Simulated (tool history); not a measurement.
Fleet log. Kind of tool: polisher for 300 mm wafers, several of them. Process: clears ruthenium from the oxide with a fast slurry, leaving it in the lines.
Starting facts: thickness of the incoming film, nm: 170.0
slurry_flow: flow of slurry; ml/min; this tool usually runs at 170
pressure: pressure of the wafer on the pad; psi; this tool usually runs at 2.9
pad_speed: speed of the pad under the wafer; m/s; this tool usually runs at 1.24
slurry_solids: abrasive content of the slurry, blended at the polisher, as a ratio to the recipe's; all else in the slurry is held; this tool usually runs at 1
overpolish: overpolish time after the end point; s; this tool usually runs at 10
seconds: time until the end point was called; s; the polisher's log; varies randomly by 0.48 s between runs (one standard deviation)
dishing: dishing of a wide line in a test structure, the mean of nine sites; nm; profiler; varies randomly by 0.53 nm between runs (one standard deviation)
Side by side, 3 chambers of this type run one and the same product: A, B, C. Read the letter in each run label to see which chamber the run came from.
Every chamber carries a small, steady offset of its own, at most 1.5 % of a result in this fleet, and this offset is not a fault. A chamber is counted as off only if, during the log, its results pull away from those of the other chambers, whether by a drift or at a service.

run   hour  slurry_flow  pressure  pad_speed  slurry_solids  overpolish  seconds  dishing
 1C    4.5          170       2.9       1.24              1          10   39.283   35.945
 2A    9.7          170       2.9       1.24              1          10   37.509   36.435
      11.6  -- chamber B: slurry nozzle cleaned
 3B   12.8          170       2.9       1.24              1          10   38.488   35.745
 4B   16.0          170       2.9       1.24              1          10   38.970   36.665
      17.3  -- chamber A: worn pad replaced by a new one
 5A   19.4          170       2.9       1.24              1          10   38.014   36.345
 6C   22.2          170       2.9       1.24              1          10   39.849   36.195
 7B   24.7          170       2.9       1.24              1          10   38.834   36.061
 8C   27.3          170       2.9       1.24              1          10   39.421   36.188
 9A   29.9          170       2.9       1.24              1          10   37.961   37.410
10B   33.2          170       2.9       1.24              1          10   37.452   36.026
11A   38.1          170       2.9       1.24              1          10   38.288   35.653
12C   40.8          170       2.9       1.24              1          10   39.306   36.632
13B   43.8          170       2.9       1.24              1          10   38.626   36.580
14C   47.7          170       2.9       1.24              1          10   39.532   35.886
      48.0  -- chamber A: slurry blender recalibrated
      49.9  -- chamber C: slurry blender recalibrated
15A   52.8          170       2.9       1.24              1          10   38.400   36.428
16B   55.7          135       2.9       1.24              1          10   39.718   35.071
17A   60.8          135       2.9       1.24              1          10   40.862   35.291
18C   63.4          135       2.9       1.24              1          10   40.639   35.136
      65.2  -- chamber C: slurry nozzle cleaned
19A   67.8          170       2.9       1.24              1          10   38.060   37.275
20B   70.7          170       2.9       1.24              1          10   37.732   35.791
21C   75.3          170       2.9       1.24              1          10   39.162   37.128
22B   79.2          170       2.9       1.24              1          10   38.427   36.997
23C   84.4          170       2.9       1.24              1          10   38.550   36.931
24A   87.4          170       2.9       1.24              1          10   38.932   37.160
25C   92.6          170       2.9       1.24              1          10   39.028   35.976
26A   97.6          170       2.9       1.24              1          10   39.163   36.765
27B  101.2          170       2.9       1.56              1          14   30.222   60.374
     101.5  -- chamber B: slurry blender recalibrated
28C  103.5          170       2.9       1.56              1          14   30.765   61.322
29B  108.5          170       2.9       1.56              1          14   30.631   59.853

All chambers now run identical settings, listed one chamber a line with results as question marks. What results will each chamber show?
30A  112.3          170       2.9       1.24              1          10        ?        ?
30B  112.3          170       2.9       1.24              1          10        ?        ?
30C  112.3          170       2.9       1.24              1          10        ?        ?

run  seconds  dishing
30A   38.254   36.997
30B   38.663   36.591
30C   39.862   36.150
